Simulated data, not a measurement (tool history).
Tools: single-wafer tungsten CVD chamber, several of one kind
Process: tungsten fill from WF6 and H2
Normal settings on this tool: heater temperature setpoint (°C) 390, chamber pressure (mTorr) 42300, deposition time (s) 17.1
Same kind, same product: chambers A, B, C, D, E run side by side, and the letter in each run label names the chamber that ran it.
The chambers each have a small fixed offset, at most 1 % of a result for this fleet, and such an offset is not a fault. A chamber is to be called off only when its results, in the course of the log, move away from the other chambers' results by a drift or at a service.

run   hour  heater temperature setpoint (°C)  chamber pressure (mTorr)  deposition time (s)  hours since the last thermocouple change  hours since the last manometer calibration  read-back reference wafer on the same gauge, thickness_nm  mean film thickness on the monitor wafer (Å)
 1B   10.4                               390                     42300                 17.1                                    2084.3                                       396.3                                                     55.585                                        484.63
 2C   22.2                               390                     42300                 17.1                                       530                                      1408.9                                                     55.583                                        481.74
 3A   33.2                               390                     42300                 17.1                                       808                                        1564                                                     55.589                                        479.37
 4D   41.6                               390                     42300                 17.1                                    1253.7                                      1368.7                                                     55.589                                        481.73
 5E   49.6                               390                     42300                 17.1                                    1498.9                                      3036.2                                                     55.616                                        486.31
 6C   58.8                               390                     42300                 17.1                                     566.6                                      1445.5                                                     55.576                                        481.92
      65.2  -- chamber E: capacitance manometer re-zeroed and calibrated
 7E   72.1                               375                     42300                 17.1                                    1521.4                                         6.9                                                      55.59                                        360.64
 8D   82.8                               375                     42300                 17.1                                    1294.9                                      1409.9                                                     55.615                                        356.25
 9A   92.9                               375                     42300                 17.1                                     867.7                                      1623.7                                                     55.591                                        356.15
10B  102.6                               375                     42300                 17.1                                    2176.5                                       488.5                                                     55.617                                        358.41
11E  108.5                               375                     42300                 17.1                                    1557.8                                        43.3                                                     55.567                                        361.53
12D  119.2                               390                     42300                 17.1                                    1331.3                                      1446.3                                                     55.568                                        481.51
13B  127.9                               390                     42300                 17.1                                    2201.8                                       513.8                                                     55.583                                        481.21
14A  137.6                               390                     42300                 17.1                                     912.4                                      1668.4                                                     55.589                                        481.66
15C    145                               390                     42300                 17.1                                     652.8                                      1531.7                                                     55.595                                        483.74
16D  158.1                               390                     42300                   14                                    1370.2                                      1485.2                                                     55.602                                        393.11
17E  168.7                               390                     42300                   14                                      1618                                       103.5                                                     55.598                                        399.01
     174.5  -- chamber C: capacitance manometer re-zeroed and calibrated
18A  178.7                               390                     42300                   14                                     953.5                                      1709.5                                                     55.605                                        392.68
     180.2  -- chamber D: thermocouple changed; heater temperature recalibrated
19C  185.1                               390                     42300                   14                                     692.9                                        10.6                                                     55.584                                        384.63
20B  192.9                               390                     42300                   14                                    2266.8                                       578.8                                                     55.568                                        393.85
21C  204.2                               390                     42300                 17.1                                       712                                        29.7                                                     55.628                                        471.92
22E  214.9                               390                     42300                 17.1                                    1664.2                                       149.7                                                     55.587                                        485.81
23B    227                               394                     42300                 15.7                                    2300.9                                       612.9                                                     55.595                                        478.41
24A    233                               394                     42300                 15.7                                    1007.8                                      1763.8                                                     55.619                                        474.42
25D  242.6                               394                     42300                 15.7                                      62.4                                      1569.7                                                     55.581                                         475.5
26E  252.7                               394                     42300                 15.7                                      1702                                       187.5                                                     55.612                                        480.67
27A  261.1                               394                     42300                 15.7                                    1035.9                                      1791.9                                                     55.623                                         474.5
     265.1  -- chamber E: thermocouple changed; heater temperature recalibrated
28B  268.5                               390                     42300                 17.1                                    2342.4                                       654.4                                                     55.629                                        483.48
29C  276.7                               390                     42300                 17.1                                     784.5                                       102.2                                                     55.621                                        470.54
30D  286.7                               390                     42300                 17.1                                     106.5                                      1613.8                                                     55.594                                        482.45
     293.2  -- chamber A: capacitance manometer re-zeroed and calibrated
31C  293.6                               390                     42300                 17.1                                     801.4                                       119.1                                                     55.573                                        469.47
32B  302.1                               390                     47800                 20.4                                      2376                                         688                                                     55.602                                        611.51
33E  309.1                               390                     47800                 20.4                                        44                                       243.9                                                     55.642                                        614.55
34A  318.7                               390                     47800                 20.4                                    1093.5                                        25.5                                                     55.591                                        607.96

Next, all 5 chambers run the settings below, one line each with question marks for the results. What does each chamber give?
35A  328.2                               390                     42300                 17.1                                                                                                                                                                                              ?
35B  328.2                               390                     42300                 17.1                                                                                                                                                                                              ?
35C  328.2                               390                     42300                 17.1                                                                                                                                                                                              ?
35D  328.2                               390                     42300                 17.1                                                                                                                                                                                              ?
35E  328.2                               390                     42300                 17.1                                                                                                                                                                                              ?

run  mean film thickness on the monitor wafer (Å)
35A                                         480.4
35B                                         482.9
35C                                        471.42
35D                                        481.09
35E                                        484.88
